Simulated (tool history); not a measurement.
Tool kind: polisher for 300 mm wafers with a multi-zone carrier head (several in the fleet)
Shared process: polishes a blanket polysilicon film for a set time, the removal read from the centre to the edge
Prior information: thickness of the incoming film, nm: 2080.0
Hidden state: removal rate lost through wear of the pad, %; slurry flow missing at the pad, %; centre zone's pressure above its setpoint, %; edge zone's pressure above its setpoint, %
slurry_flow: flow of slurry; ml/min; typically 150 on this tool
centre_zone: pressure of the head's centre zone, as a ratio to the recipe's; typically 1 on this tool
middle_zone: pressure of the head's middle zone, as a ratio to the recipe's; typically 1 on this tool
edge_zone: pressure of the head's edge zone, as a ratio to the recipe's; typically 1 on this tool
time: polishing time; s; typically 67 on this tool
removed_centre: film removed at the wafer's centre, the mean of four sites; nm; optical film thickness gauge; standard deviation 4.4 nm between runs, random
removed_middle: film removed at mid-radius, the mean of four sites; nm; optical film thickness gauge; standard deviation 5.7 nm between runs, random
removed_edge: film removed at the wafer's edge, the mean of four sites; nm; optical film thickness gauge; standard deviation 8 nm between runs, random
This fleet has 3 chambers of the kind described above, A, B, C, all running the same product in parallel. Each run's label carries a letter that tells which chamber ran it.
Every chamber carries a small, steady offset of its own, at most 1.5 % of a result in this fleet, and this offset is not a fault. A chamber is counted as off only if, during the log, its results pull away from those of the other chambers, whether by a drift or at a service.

run   hour  slurry_flow  centre_zone  middle_zone  edge_zone  time  wafers polished on this pad  hours since the slurry nozzle was cleaned  hours since the centre zone pressure was calibrated  hours since the edge zone pressure was calibrated  removed_centre  removed_middle  removed_edge
 1B    7.8          150            1            1          1    67                          411                                        248                                                316.4                                             1400.1          549.76          545.17        543.56
 2A   13.8          150            1            1          1    67                          784                                      401.5                                               1368.1                                              739.9          544.38          546.91         551.9
 3C   21.1          150            1            1          1    67                          985                                      464.5                                                329.5                                             1108.5          549.82          545.05        542.64
 4A   26.6          150            1            1          1    67                          930                                      414.3                                               1380.9                                              752.7          555.26          545.17        548.15
 5B   36.1          150          0.9            1          1    67                          732                                      276.3                                                344.7                                             1428.4          485.28          539.94        554.61
      36.4  -- chamber C: worn pad replaced by a new one
 6C   45.4          150          0.9            1          1    67                          102                                      488.8                                                353.8                                             1132.8          490.84          547.77        544.16
 7C   51.2          150          0.9            1          1    67                          168                                      494.6                                                359.6                                             1138.6          493.31          548.08        545.29
 8A   57.3          150            1            1          1    67                         1278                                        445                                               1411.6                                              783.4           539.2          535.92        551.97
      61.6  -- chamber A: worn pad replaced by a new one
 9B   63.6          150            1            1          1    55                         1045                                      303.8                                                372.2                                             1455.9          450.83          453.69        455.41
10A   69.6          150            1            1          1    55                           91                                      457.3                                               1423.9                                              795.7          441.58          439.78        451.97
11C   74.4          150            1            1          1    55                          431                                      517.8                                                382.8                                             1161.8          450.76           454.7        441.14
12B     82          150            1            1          1    67                         1254                                      322.2                                                390.6                                             1474.3          552.59          533.58        554.86
13B   88.5          150            1            1          1    67                         1328                                      328.7                                                397.1                                             1480.8          546.15          540.92        552.04
        89  -- chamber B: worn pad replaced by a new one
14A   98.2          150            1            1          1    67                          416                                      485.9                                               1452.5                                              824.3           542.5          540.14        551.05
15C  105.5          150            1            1          1    67                          785                                      548.9                                                413.9                                             1192.9          549.16          543.87        535.57
16B  115.2          150            1            1          1    67                          297                                      355.4                                                423.8                                             1507.5          549.71          549.15        548.62
17C  120.9          150            1            1          1    67                          960                                      564.3                                                429.3                                             1208.3           547.1          552.87        542.91
18A  127.4          150            1            1          1    67                          748                                      515.1                                               1481.7                                              853.5          540.54          548.25        552.78
19B  136.9          150            1            1          1    67                          544                                      377.1                                                445.5                                             1529.2          552.07          545.17        540.04
     140.5  -- chamber C: worn pad replaced by a new one
     141.3  -- chamber B: edge zone pressure recalibrated
20C  146.7          125            1         0.92          1    67                           71                                      590.1                                                455.1                                             1234.1           522.4           485.9        536.74
21A  152.5          125            1         0.92          1    67                         1033                                      540.2                                               1506.8                                              878.6          513.52          481.33        546.82
22B  157.1          125            1         0.92          1    67                          773                                      397.3                                                465.7                                               15.8          528.75          488.31         542.4
     158.6  -- chamber C: edge zone pressure recalibrated
23A  165.8          150            1            1          1    67                         1184                                      553.5                                               1520.1                                              891.9          540.58          541.64        554.06
     172.5  -- chamber A: centre zone pressure recalibrated
24C  174.2          150            1            1       0.93    53                          383                                      617.6                                                482.6                                               15.6             417          430.96        406.56
     182.7  -- chamber B: slurry nozzle cleaned
25C  183.5          150            1            1       0.93    53                          489                                      626.9                                                491.9                                               24.9          420.09          425.19        411.66
       185  -- chamber A: slurry nozzle cleaned
     190.3  -- chamber A: worn pad replaced by a new one
26A    192          150            1            1       0.93    53                           19                                          7                                                 19.6                                              918.1          429.39           432.8         426.7
     196.5  -- chamber B: worn pad replaced by a new one
27B    202          150            1            1          1    67                           62                                       19.3                                                510.6                                               60.7          548.17          552.26        549.26
28A  209.9          150            1            1          1    67                          223                                       24.9                                                 37.5                                                936          541.46          547.32        547.27
29B  214.3          150         1.11            1          1    67                          202                                       31.6                                                522.9                                                 73          620.56          556.37        552.51
30C  221.7          150         1.11            1          1    67                          923                                      665.1                                                530.1                                               63.1          578.41          518.83        533.23
31C  229.2          150         1.11            1          1    67                         1008                                      672.6                                                537.6                                               70.6           579.3          523.03         534.8
     234.8  -- chamber C: worn pad replaced by a new one
32B  236.1          175            1            1          1    74                          449                                       53.4                                                544.7                                               94.8           626.6          616.95        613.86
33A  242.8          175            1            1          1    74                          596                                       57.8                                                 70.4                                              968.9          611.59          626.77        624.35
34A  248.7          175            1            1          1    74                          663                                       63.7                                                 76.3                                              974.8          619.03          616.36        620.55
35C  257.6          150            1            1          1    67                          260                                        701                                                  566                                                 99          509.76          517.99        518.22
36B  266.8          150            1         0.95       0.92    67                          798                                       84.1                                                575.4                                              125.5          542.59          526.69        532.17
37A  274.7          150            1         0.95       0.92    67                          959                                       89.7                                                102.3                                             1000.8          544.53          512.64        527.27
38B    284          150            1         0.95       0.92    67                          994                                      101.3                                                592.6                                              142.7          554.17          519.36        522.32
39C  288.4          150         1.06            1       0.92    67                          610                                      731.8                                                596.8                                              129.8          533.08             489        482.27

All chambers now run identical settings, listed one chamber a line with results as question marks. What results will each chamber show?
40A  295.6          150            1            1          1    67                                                                                                                                                                                               ?               ?             ?
40B  295.6          150            1            1          1    67                                                                                                                                                                                               ?               ?             ?
40C  295.6          150            1            1          1    67                                                                                                                                                                                               ?               ?             ?

run  removed_centre  removed_middle  removed_edge
40A          543.88          551.27        551.08
40B          553.22          548.63        535.19
40C          484.16          485.82        513.74

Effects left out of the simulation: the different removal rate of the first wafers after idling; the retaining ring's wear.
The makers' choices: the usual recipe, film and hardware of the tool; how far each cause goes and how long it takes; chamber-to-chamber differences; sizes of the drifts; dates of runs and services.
